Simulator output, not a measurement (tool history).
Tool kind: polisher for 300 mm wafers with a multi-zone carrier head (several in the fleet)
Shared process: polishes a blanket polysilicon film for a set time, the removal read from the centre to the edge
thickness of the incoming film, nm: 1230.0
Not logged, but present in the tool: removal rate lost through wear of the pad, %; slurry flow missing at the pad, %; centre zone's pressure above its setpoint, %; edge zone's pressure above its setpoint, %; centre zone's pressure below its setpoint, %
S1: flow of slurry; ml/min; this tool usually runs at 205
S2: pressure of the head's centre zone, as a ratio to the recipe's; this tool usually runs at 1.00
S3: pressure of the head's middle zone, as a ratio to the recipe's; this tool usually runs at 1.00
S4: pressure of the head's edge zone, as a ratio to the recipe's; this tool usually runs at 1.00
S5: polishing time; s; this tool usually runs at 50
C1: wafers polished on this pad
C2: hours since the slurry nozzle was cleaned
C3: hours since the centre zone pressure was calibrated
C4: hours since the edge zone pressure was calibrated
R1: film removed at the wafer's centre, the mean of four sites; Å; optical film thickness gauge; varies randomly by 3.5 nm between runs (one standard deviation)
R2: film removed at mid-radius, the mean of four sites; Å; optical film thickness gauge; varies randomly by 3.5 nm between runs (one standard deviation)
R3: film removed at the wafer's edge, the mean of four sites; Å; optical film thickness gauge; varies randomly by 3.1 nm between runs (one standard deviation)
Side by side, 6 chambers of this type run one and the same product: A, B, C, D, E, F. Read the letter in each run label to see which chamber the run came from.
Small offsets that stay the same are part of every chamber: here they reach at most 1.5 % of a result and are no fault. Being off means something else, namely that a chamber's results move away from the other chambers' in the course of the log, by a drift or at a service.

At hour 0.2: chamber E: slurry nozzle cleaned.
Run 1B, hour 3.6: usual settings; C1 502; C2 200.3; C3 223.6; C4 627.2. Result: R1 3604.5 Å, R2 3571.8 Å, R3 3545.9 Å.
Run 2F, hour 6.5: usual settings; C1 479; C2 222.1; C3 453.9; C4 461.2. Result: R1 3643.3 Å, R2 3584.3 Å, R3 3582.7 Å.
Run 3A, hour 9.4: usual settings; C1 691; C2 100.6; C3 86.7; C4 366.9. Result: R1 3565.2 Å, R2 3612.5 Å, R3 3651.5 Å.
Run 4E, hour 13.5: usual settings; C1 515; C2 13.4; C3 305.9; C4 1148.0. Result: R1 3635.7 Å, R2 3609.9 Å, R3 3604.2 Å.
Run 5C, hour 16.2: usual settings; C1 304; C2 214.5; C3 422.9; C4 104.6. Result: R1 3569.2 Å, R2 3520.2 Å, R3 3594.3 Å.
Run 6D, hour 18.7: usual settings; C1 1047; C2 74.0; C3 1591.5; C4 137.9. Result: R1 3661.2 Å, R2 3579.0 Å, R3 3619.8 Å.
At hour 20.6: chamber F: worn pad replaced by a new one.
Run 7B, hour 22.0: usual settings; C1 614; C2 218.7; C3 242.0; C4 645.6. Result: R1 3560.9 Å, R2 3580.6 Å, R3 3585.6 Å.
At hour 24.1: chamber B: slurry nozzle cleaned.
Run 8E, hour 25.2: usual settings; C1 586; C2 25.1; C3 317.6; C4 1159.7. Result: R1 3672.9 Å, R2 3514.9 Å, R3 3587.2 Å.
Run 9D, hour 28.1: usual settings; C1 1104; C2 83.4; C3 1600.9; C4 147.3. Result: R1 3679.4 Å, R2 3630.7 Å, R3 3556.1 Å.
Run 10F, hour 30.8: usual settings; C1 62; C2 246.4; C3 478.2; C4 485.5. Result: R1 3611.5 Å, R2 3561.5 Å, R3 3638.0 Å.
At hour 32.3: chamber C: slurry nozzle cleaned.
Run 11C, hour 32.6: usual settings; C1 404; C2 0.3; C3 439.3; C4 121.0. Result: R1 3629.1 Å, R2 3548.7 Å, R3 3592.8 Å.
Run 12A, hour 35.2: usual settings; C1 848; C2 126.4; C3 112.5; C4 392.7. Result: R1 3552.8 Å, R2 3601.5 Å, R3 3578.9 Å.
At hour 37.4: chamber D: worn pad replaced by a new one.
Run 13C, hour 37.9: usual settings but S2 0.92, S3 1.07; C1 437; C2 5.6; C3 444.6; C4 126.3. Result: R1 3267.9 Å, R2 3779.0 Å, R3 3620.8 Å.
Run 14A, hour 40.1: usual settings but S2 0.92, S3 1.07; C1 878; C2 131.3; C3 117.4; C4 397.6. Result: R1 3341.2 Å, R2 3852.0 Å, R3 3607.8 Å.
Run 15B, hour 43.2: usual settings but S2 0.92, S3 1.07; C1 743; C2 19.1; C3 263.2; C4 666.8. Result: R1 3268.1 Å, R2 3790.0 Å, R3 3609.9 Å.
Run 16D, hour 45.9: usual settings but S2 0.92, S3 1.07; C1 52; C2 101.2; C3 1618.7; C4 165.1. Result: R1 3260.8 Å, R2 3900.5 Å, R3 3550.1 Å.
Run 17F, hour 50.2: usual settings but S2 0.92, S3 1.07; C1 181; C2 265.8; C3 497.6; C4 504.9. Result: R1 3295.2 Å, R2 3853.9 Å, R3 3635.3 Å.
At hour 53.5: chamber E: worn pad replaced by a new one.
Run 18E, hour 53.7: usual settings but S2 0.92, S3 1.07; C1 1; C2 53.6; C3 346.1; C4 1188.2. Result: R1 3281.5 Å, R2 3815.2 Å, R3 3600.8 Å.
Run 19F, hour 56.7: usual settings; C1 220; C2 272.3; C3 504.1; C4 511.4. Result: R1 3613.1 Å, R2 3646.4 Å, R3 3613.2 Å.
Run 20B, hour 60.2: usual settings; C1 847; C2 36.1; C3 280.2; C4 683.8. Result: R1 3583.6 Å, R2 3519.9 Å, R3 3581.7 Å.
Run 21C, hour 62.6: usual settings; C1 587; C2 30.3; C3 469.3; C4 151.0. Result: R1 3599.1 Å, R2 3540.4 Å, R3 3530.5 Å.
Run 22A, hour 65.5: usual settings but S1 240 ml/min, S5 66 s; C1 1033; C2 156.7; C3 142.8; C4 423.0. Result: R1 4863.9 Å, R2 4908.3 Å, R3 4782.5 Å.
Run 23D, hour 69.8: usual settings but S1 240 ml/min, S5 66 s; C1 198; C2 125.1; C3 1642.6; C4 189.0. Result: R1 4860.6 Å, R2 4847.2 Å, R3 4773.7 Å.
Run 24E, hour 73.5: usual settings but S1 240 ml/min, S5 66 s; C1 122; C2 73.4; C3 365.9; C4 1208.0. Result: R1 4934.2 Å, R2 4762.1 Å, R3 4758.3 Å.
Run 25A, hour 75.9: usual settings but S1 240 ml/min, S5 66 s; C1 1097; C2 167.1; C3 153.2; C4 433.4. Result: R1 4844.3 Å, R2 4883.6 Å, R3 4834.4 Å.
Run 26B, hour 79.5: usual settings but S1 240 ml/min, S5 66 s; C1 965; C2 55.4; C3 299.5; C4 703.1. Result: R1 4804.6 Å, R2 4861.4 Å, R3 4791.5 Å.
At hour 81.3: chamber C: worn pad replaced by a new one.
Run 27E, hour 83.8: usual settings but S1 240 ml/min, S5 66 s; C1 185; C2 83.7; C3 376.2; C4 1218.3. Result: R1 4925.1 Å, R2 4779.2 Å, R3 4825.5 Å.
Run 28F, hour 86.5: usual settings; C1 402; C2 302.1; C3 533.9; C4 541.2. Result: R1 3561.4 Å, R2 3643.8 Å, R3 3660.6 Å.
At hour 89.2: chamber B: worn pad replaced by a new one.
Run 29C, hour 90.0: usual settings but S4 1.08, S5 40 s; C1 53; C2 57.7; C3 496.7; C4 178.4. Result: R1 2897.0 Å, R2 2805.7 Å, R3 3003.1 Å.
At hour 93.3: chamber D: centre zone pressure recalibrated.
Run 30D, hour 93.6: usual settings but S4 1.08, S5 40 s; C1 343; C2 148.9; C3 0.4; C4 212.8. Result: R1 2903.0 Å, R2 2902.2 Å, R3 2953.1 Å.
Run 31F, hour 97.8: usual settings but S4 1.08, S5 40 s; C1 471; C2 313.4; C3 545.2; C4 552.5. Result: R1 2830.9 Å, R2 2884.5 Å, R3 2972.5 Å.
Run 32C, hour 101.6: usual settings but S4 1.08, S5 40 s; C1 124; C2 69.3; C3 508.3; C4 190.0. Result: R1 2900.5 Å, R2 2894.3 Å, R3 3028.6 Å.
Run 33B, hour 105.5: usual settings but S4 1.08, S5 40 s; C1 99; C2 81.4; C3 325.5; C4 729.1. Result: R1 2842.9 Å, R2 2877.1 Å, R3 3029.8 Å.
Run 34D, hour 107.8: usual settings but S4 1.08, S5 40 s; C1 430; C2 163.1; C3 14.6; C4 227.0. Result: R1 2886.2 Å, R2 2870.3 Å, R3 2959.4 Å.
Run 35E, hour 111.0: usual settings; C1 351; C2 110.9; C3 403.4; C4 1245.5. Result: R1 3659.2 Å, R2 3541.3 Å, R3 3583.2 Å.
At hour 114.0: chamber A: worn pad replaced by a new one.
At hour 114.1: chamber F: worn pad replaced by a new one.
Run 36A, hour 115.0: usual settings but S4 0.95; C1 6; C2 206.2; C3 192.3; C4 472.5. Result: R1 3610.0 Å, R2 3669.2 Å, R3 3509.4 Å.
Run 37D, hour 117.2: usual settings but S4 0.95; C1 487; C2 172.5; C3 24.0; C4 236.4. Result: R1 3602.9 Å, R2 3651.0 Å, R3 3482.3 Å.
Run 38A, hour 119.6: usual settings but S4 0.95; C1 34; C2 210.8; C3 196.9; C4 477.1. Result: R1 3569.2 Å, R2 3685.0 Å, R3 3499.9 Å.
Run 39F, hour 122.9: usual settings but S4 0.95; C1 54; C2 338.5; C3 570.3; C4 577.6. Result: R1 3621.7 Å, R2 3624.9 Å, R3 3543.2 Å.
Run 40B, hour 125.4: usual settings but S4 0.95; C1 221; C2 101.3; C3 345.4; C4 749.0. Result: R1 3608.3 Å, R2 3625.1 Å, R3 3539.2 Å.
Run 41C, hour 129.0: usual settings but S4 0.95; C1 291; C2 96.7; C3 535.7; C4 217.4. Result: R1 3555.2 Å, R2 3593.1 Å, R3 3490.6 Å.
Run 42E, hour 131.8: usual settings; C1 478; C2 131.7; C3 424.2; C4 1266.3. Result: R1 3705.7 Å, R2 3632.0 Å, R3 3634.3 Å.
Run 43A, hour 134.4: usual settings; C1 124; C2 225.6; C3 211.7; C4 491.9. Result: R1 3522.0 Å, R2 3677.9 Å, R3 3565.9 Å.
Run 44B, hour 138.0: usual settings; C1 297; C2 113.9; C3 358.0; C4 761.6. Result: R1 3604.6 Å, R2 3633.3 Å, R3 3652.1 Å.

All 6 chambers run these settings next. Forecast each chamber's results:
Run 45A, hour 141.1: usual settings but S2 0.96. Result: R1 ?, R2 ?, R3 ?.
Run 45B, hour 141.1: usual settings but S2 0.96. Result: R1 ?, R2 ?, R3 ?.
Run 45C, hour 141.1: usual settings but S2 0.96. Result: R1 ?, R2 ?, R3 ?.
Run 45D, hour 141.1: usual settings but S2 0.96. Result: R1 ?, R2 ?, R3 ?.
Run 45E, hour 141.1: usual settings but S2 0.96. Result: R1 ?, R2 ?, R3 ?.
Run 45F, hour 141.1: usual settings but S2 0.96. Result: R1 ?, R2 ?, R3 ?.

run      R1      R2      R3
45A  3450.2  3633.0  3636.3
45B  3451.8  3567.3  3584.0
45C  3447.2  3609.1  3624.8
45D  3393.9  3664.0  3590.8
45E  3498.9  3528.3  3562.9
45F  3462.3  3654.1  3677.6

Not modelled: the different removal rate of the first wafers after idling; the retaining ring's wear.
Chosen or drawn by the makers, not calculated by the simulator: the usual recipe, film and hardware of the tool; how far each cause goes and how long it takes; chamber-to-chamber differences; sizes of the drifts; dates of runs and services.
